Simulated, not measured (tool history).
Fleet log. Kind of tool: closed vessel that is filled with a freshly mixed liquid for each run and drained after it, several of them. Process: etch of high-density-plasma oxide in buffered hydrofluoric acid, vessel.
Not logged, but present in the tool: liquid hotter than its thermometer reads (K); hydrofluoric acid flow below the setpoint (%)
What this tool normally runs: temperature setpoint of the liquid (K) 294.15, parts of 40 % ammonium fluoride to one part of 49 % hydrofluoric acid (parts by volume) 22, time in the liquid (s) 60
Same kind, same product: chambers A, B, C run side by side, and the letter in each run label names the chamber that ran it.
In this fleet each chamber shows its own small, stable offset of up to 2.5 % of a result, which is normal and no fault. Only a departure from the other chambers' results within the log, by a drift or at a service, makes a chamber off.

| run | day | temperature setpoint of the liquid (K) | parts of 40 % ammonium fluoride to one part of 49 % hydrofluoric acid (parts by volume) | time in the liquid (s) | hours since the thermometer was replaced | hours since the hydrofluoric acid flow meter was replaced | read-back film thickness of the high-density-plasma oxide reference wafer, read on the same gauge (nm) | thickness taken off the high-density-plasma oxide on a monitor wafer (Å) |
|---|---|---|---|---|---|---|---|---|
| 1A | 0.288 | 294.15 | 22 | 60 | 593.2 | 1284.3 | 99.999 | 304.64 |
| 2B | 0.733 | 294.15 | 22 | 60 | 181.9 | 535.2 | 100.01 | 302.93 |
| 3C | 1.021 | 294.15 | 22 | 60 | 666.4 | 1615.1 | 99.989 | 297.73 |
| 4B | 1.412 | 294.15 | 22 | 60 | 198.2 | 551.5 | 100.01 | 301.8 |
| 5C | 1.775 | 294.15 | 22 | 60 | 684.5 | 1633.2 | 100 | 296.64 |
| 6A | 2.188 | 290.15 | 22 | 60 | 638.8 | 1329.9 | 99.994 | 243.68 |
| 7C | 2.483 | 290.15 | 22 | 60 | 701.5 | 1650.2 | 99.984 | 239.22 |
| 8A | 3.012 | 290.15 | 22 | 60 | 658.6 | 1349.7 | 100.01 | 242.7 |
| 9B | 3.35 | 294.15 | 27.5 | 60 | 244.7 | 598 | 100.01 | 258.04 |
| 10A | 3.879 | 294.15 | 27.5 | 60 | 679.4 | 1370.5 | 99.993 | 259.16 |
| 11C | 4.246 | 294.15 | 27.5 | 60 | 743.8 | 1692.5 | 99.98 | 256.63 |
| 12B | 4.771 | 290.65 | 22 | 60 | 278.8 | 632.1 | 99.972 | 247.88 |
| 13B | 5.079 | 290.65 | 22 | 60 | 286.2 | 639.5 | 99.975 | 249.22 |
| 14C | 5.608 | 290.65 | 22 | 60 | 776.5 | 1725.2 | 99.995 | 243.68 |
|  | 5.771 | chamber C: hydrofluoric acid flow meter replaced |
| 15A | 6.112 | 294.15 | 22 | 60 | 733 | 1424.1 | 100 | 307.61 |
| 16A | 6.525 | 290.65 | 22 | 60 | 742.9 | 1434 | 100.01 | 248.28 |
| 17C | 6.917 | 290.65 | 22 | 60 | 807.9 | 27.6 | 100.01 | 245.7 |
| 18B | 7.262 | 290.65 | 22 | 60 | 338.6 | 691.9 | 99.996 | 249.66 |
| 19A | 7.533 | 294.15 | 22 | 60 | 767.1 | 1458.2 | 99.977 | 305.82 |
| 20B | 7.871 | 294.15 | 22 | 60 | 353.2 | 706.5 | 100.01 | 307.68 |
| 21C | 8.129 | 294.15 | 22 | 60 | 837 | 56.7 | 99.983 | 294.71 |
| 22C | 8.588 | 294.15 | 28 | 60 | 848 | 67.7 | 99.994 | 250.62 |
| 23B | 8.888 | 294.15 | 28 | 60 | 377.6 | 730.9 | 100.03 | 260.77 |
| 24A | 9.154 | 294.15 | 28 | 60 | 806 | 1497.1 | 99.991 | 257.88 |
| 25B | 9.458 | 294.15 | 22 | 60 | 391.3 | 744.6 | 99.995 | 310.33 |
| 26A | 9.7 | 294.15 | 22 | 60 | 819.1 | 1510.2 | 100.01 | 305.5 |
| 27C | 10.233 | 294.15 | 22 | 60 | 887.5 | 107.2 | 100.01 | 299.84 |
| 28A | 10.612 | 294.15 | 22 | 60 | 841 | 1532.1 | 100 | 307.01 |
| 29B | 10.938 | 294.15 | 22 | 60 | 426.8 | 780.1 | 99.992 | 314.29 |
| 30C | 11.242 | 294.15 | 22 | 60 | 911.7 | 131.4 | 100.02 | 299.55 |
| 31C | 11.792 | 294.15 | 22 | 60 | 924.9 | 144.6 | 100.02 | 297.29 |
| 32A | 12.258 | 294.15 | 22 | 60 | 880.5 | 1571.6 | 100.01 | 305.75 |
| 33B | 12.646 | 294.15 | 22 | 60 | 467.8 | 821.1 | 100.02 | 317.81 |
| 34B | 12.933 | 294.15 | 15.5 | 90 | 474.7 | 828 | 100.01 | 661.16 |
|  | 13.042 | chamber A: thermometer replaced |
| 35A | 13.296 | 294.15 | 15.5 | 90 | 6.2 | 1596.5 | 99.982 | 630.97 |
| 36C | 13.788 | 294.15 | 15.5 | 90 | 972.8 | 192.5 | 99.977 | 616.56 |
| 37A | 14.208 | 294.15 | 22 | 60 | 28.1 | 1618.4 | 99.983 | 306.33 |
| 38C | 14.75 | 294.15 | 22 | 60 | 995.9 | 215.6 | 100.01 | 300.56 |
| 39B | 15.092 | 294.15 | 22 | 60 | 526.5 | 879.8 | 99.992 | 321.93 |
| 40B | 15.358 | 294.15 | 22 | 60 | 532.9 | 886.2 | 99.988 | 319.68 |
| 41C | 15.65 | 294.15 | 22 | 60 | 1017.5 | 237.2 | 99.984 | 300.01 |

Next, all 3 chambers run the settings below, one line each with question marks for the results. What does each chamber give?
| 42A | 16.046 | 294.15 | 22 | 60 |  |  |  | ? |
| 42B | 16.046 | 294.15 | 22 | 60 |  |  |  | ? |
| 42C | 16.046 | 294.15 | 22 | 60 |  |  |  | ? |

| run | thickness taken off the high-density-plasma oxide on a monitor wafer (Å) |
|---|---|
| 42A | 303.87 |
| 42B | 325.17 |
| 42C | 295.27 |

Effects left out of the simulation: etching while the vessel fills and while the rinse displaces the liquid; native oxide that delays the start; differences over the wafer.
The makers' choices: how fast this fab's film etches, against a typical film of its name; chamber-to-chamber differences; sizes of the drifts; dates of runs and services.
